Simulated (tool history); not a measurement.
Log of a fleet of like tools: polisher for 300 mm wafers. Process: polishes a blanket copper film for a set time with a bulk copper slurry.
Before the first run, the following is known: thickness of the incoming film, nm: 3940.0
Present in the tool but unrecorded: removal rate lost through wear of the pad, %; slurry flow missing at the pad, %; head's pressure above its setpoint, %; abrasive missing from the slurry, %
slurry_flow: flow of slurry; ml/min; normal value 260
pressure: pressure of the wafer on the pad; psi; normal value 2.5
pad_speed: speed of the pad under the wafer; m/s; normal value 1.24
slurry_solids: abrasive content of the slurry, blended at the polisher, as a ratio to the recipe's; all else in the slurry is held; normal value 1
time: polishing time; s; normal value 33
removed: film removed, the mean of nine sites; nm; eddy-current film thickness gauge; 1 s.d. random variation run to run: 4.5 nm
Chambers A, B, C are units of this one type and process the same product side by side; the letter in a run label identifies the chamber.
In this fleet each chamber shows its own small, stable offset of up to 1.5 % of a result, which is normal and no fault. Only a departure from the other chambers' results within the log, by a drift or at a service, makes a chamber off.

| run | hour | slurry_flow | pressure | pad_speed | slurry_solids | time | wafers polished on this pad | hours since the slurry nozzle was cleaned | hours since the head pressure was calibrated | hours since the slurry blender was calibrated | removed |
|---|---|---|---|---|---|---|---|---|---|---|---|
| 1A | 12 | 260 | 2.5 | 1.24 | 1 | 33 | 146 | 180.4 | 252.1 | 21.7 | 352.22 |
| 2C | 19.2 | 260 | 2.5 | 1.24 | 1 | 33 | 421 | 214.5 | 348.8 | 269 | 353.77 |
| 3B | 30.7 | 260 | 2.5 | 1.24 | 1 | 33 | 1189 | 102 | 975.8 | 205.3 | 355.5 |
|  | 32.9 | chamber B: slurry blender recalibrated |
| 4A | 43.7 | 260 | 2.5 | 1.24 | 1 | 33 | 503 | 212.1 | 283.8 | 53.4 | 350.56 |
| 5C | 51.5 | 260 | 2.5 | 1.24 | 1 | 33 | 785 | 246.8 | 381.1 | 301.3 | 352.55 |
|  | 54.2 | chamber C: worn pad replaced by a new one |
| 6B | 63.2 | 260 | 2.5 | 1.24 | 1 | 33 | 1555 | 134.5 | 1008.3 | 30.3 | 356.86 |
|  | 68.1 | chamber C: slurry nozzle cleaned |
| 7B | 75.1 | 260 | 2.5 | 1.24 | 1 | 33 | 1689 | 146.4 | 1020.2 | 42.2 | 362.48 |
|  | 78.9 | chamber A: worn pad replaced by a new one |
| 8C | 82.1 | 260 | 2.5 | 1.24 | 1 | 33 | 315 | 14 | 411.7 | 331.9 | 347.53 |
| 9A | 90.2 | 260 | 2.5 | 1.24 | 1 | 33 | 128 | 258.6 | 330.3 | 99.9 | 351.44 |
| 10C | 101.2 | 260 | 2.5 | 1.24 | 1 | 33 | 530 | 33.1 | 430.8 | 351 | 354.27 |
| 11B | 110.7 | 320 | 2.5 | 1.24 | 1 | 33 | 2090 | 182 | 1055.8 | 77.8 | 370.93 |
| 12A | 117.8 | 320 | 2.5 | 1.24 | 1 | 33 | 439 | 286.2 | 357.9 | 127.5 | 356.6 |
|  | 128.3 | chamber C: worn pad replaced by a new one |
|  | 129.9 | chamber C: slurry blender recalibrated |
| 13A | 131.5 | 320 | 2.5 | 1.24 | 1 | 33 | 593 | 299.9 | 371.6 | 141.2 | 356.69 |
| 14B | 144.8 | 260 | 2.5 | 1.24 | 1 | 33 | 2475 | 216.1 | 1089.9 | 111.9 | 353.22 |
|  | 145.9 | chamber B: head pressure recalibrated |
| 15C | 158 | 260 | 2.5 | 1.24 | 1 | 33 | 335 | 89.9 | 487.6 | 28.2 | 361.63 |
|  | 165.7 | chamber A: worn pad replaced by a new one |
| 16A | 167.2 | 260 | 2.5 | 1.24 | 1 | 33 | 17 | 335.6 | 407.3 | 176.9 | 346.15 |
| 17C | 177.5 | 260 | 2.5 | 1.24 | 1 | 33 | 555 | 109.4 | 507.1 | 47.7 | 340.65 |
| 18B | 185.9 | 260 | 1.9 | 1.24 | 1 | 33 | 2938 | 257.2 | 40 | 153 | 262.4 |
|  | 193.1 | chamber B: slurry nozzle cleaned |
| 19A | 197.9 | 260 | 1.9 | 1.24 | 1 | 33 | 363 | 366.3 | 438 | 207.6 | 260.87 |
|  | 208.6 | chamber C: worn pad replaced by a new one |
| 20B | 210.6 | 260 | 1.9 | 1.24 | 1 | 33 | 3216 | 17.6 | 64.7 | 177.7 | 261.12 |
|  | 214.6 | chamber B: slurry blender recalibrated |
| 21C | 225.7 | 260 | 2.5 | 1.24 | 1 | 33 | 192 | 157.6 | 555.3 | 95.9 | 343.29 |
| 22A | 234.4 | 290 | 2.5 | 1.24 | 1 | 33 | 775 | 402.8 | 474.5 | 244.1 | 357.47 |
| 23B | 244.6 | 290 | 2.5 | 1.24 | 1 | 33 | 3599 | 51.6 | 98.7 | 30 | 349.88 |
|  | 246.9 | chamber A: worn pad replaced by a new one |
| 24C | 253 | 290 | 2.5 | 1.24 | 1 | 33 | 500 | 184.9 | 582.6 | 123.2 | 353.9 |
| 25B | 263.6 | 260 | 2.5 | 1.24 | 1 | 33 | 3814 | 70.6 | 117.7 | 49 | 332.05 |
| 26A | 271.5 | 260 | 2.5 | 1.24 | 1 | 33 | 277 | 439.9 | 511.6 | 281.2 | 351.47 |
| 27C | 283.7 | 260 | 2.5 | 1.24 | 1 | 33 | 846 | 215.6 | 613.3 | 153.9 | 349.13 |
|  | 289.9 | chamber C: worn pad replaced by a new one |
| 28A | 292.2 | 260 | 2.5 | 1.24 | 1 | 33 | 510 | 460.6 | 532.3 | 301.9 | 359.38 |
| 29C | 300.3 | 320 | 2.5 | 1.24 | 1 | 33 | 118 | 232.2 | 629.9 | 170.5 | 355.59 |
| 30B | 314.1 | 320 | 2.5 | 1.24 | 1 | 33 | 4383 | 121.1 | 168.2 | 99.5 | 339.23 |
| 31B | 328.4 | 320 | 2.5 | 1.24 | 1 | 33 | 4544 | 135.4 | 182.5 | 113.8 | 333.16 |
|  | 338.2 | chamber A: worn pad replaced by a new one |
| 32A | 340.2 | 260 | 2.5 | 1.24 | 1 | 33 | 23 | 508.6 | 580.3 | 349.9 | 350.66 |
| 33C | 352.5 | 260 | 2.5 | 1.24 | 1 | 33 | 706 | 284.4 | 682.1 | 222.7 | 356.43 |
| 34C | 359.2 | 260 | 2.5 | 1.24 | 1 | 33 | 782 | 291.1 | 688.8 | 229.4 | 354.35 |
| 35B | 365.9 | 260 | 2.5 | 1.24 | 1 | 33 | 4966 | 172.9 | 220 | 151.3 | 325.77 |
| 36A | 378.4 | 215 | 2.5 | 1.24 | 1 | 33 | 453 | 546.8 | 618.5 | 388.1 | 349.04 |
|  | 378.6 | chamber C: worn pad replaced by a new one |
|  | 386.5 | chamber A: slurry blender recalibrated |
| 37C | 392.4 | 215 | 2.5 | 1.24 | 1 | 33 | 156 | 324.3 | 722 | 262.6 | 350.17 |
| 38A | 401.6 | 215 | 2.5 | 1.24 | 1 | 33 | 715 | 570 | 641.7 | 15.1 | 344.92 |

One chamber off, gauge drift, or nothing amiss beyond the chambers' own small offsets? If it is a chamber, which one, and what is the likeliest cause?

It is chamber B that slowly wanders off from its peers.
What lies behind it: removal rate lost through wear of the pad, % = 10.9.

Which of the 4 candidates below, each the usual settings with something changed and its results left as question marks, puts chamber B back in line with what the other chambers give on the usual settings?
A result is in line if it is within this distance of the other chambers' mean on the usual settings: removed 16 nm
| 39B-1 | 412.6 | 260 | 2.7 | 1.32 | 1 | 35 |  |  |  |  | ? |
| 39B-2 | 412.6 | 260 | 2.2 | 1.24 | 1 | 30 |  |  |  |  | ? |
| 39B-3 | 412.6 | 260 | 2.5 | 1.3 | 1 | 35 |  |  |  |  | ? |
| 39B-4 | 412.6 | 260 | 2.4 | 1.24 | 1 | 31 |  |  |  |  | ? |

Usual-settings mean across the other chambers: removed 350.08 nm
| run | removed |
|---|---|
| 39B-1 | 384.64 |
| 39B-2 | 252.41 |
| 39B-3 | 350.81 |
| 39B-4 | 284.41 |
Change 39B-3 lands the chamber within the allowed miss of the other chambers.
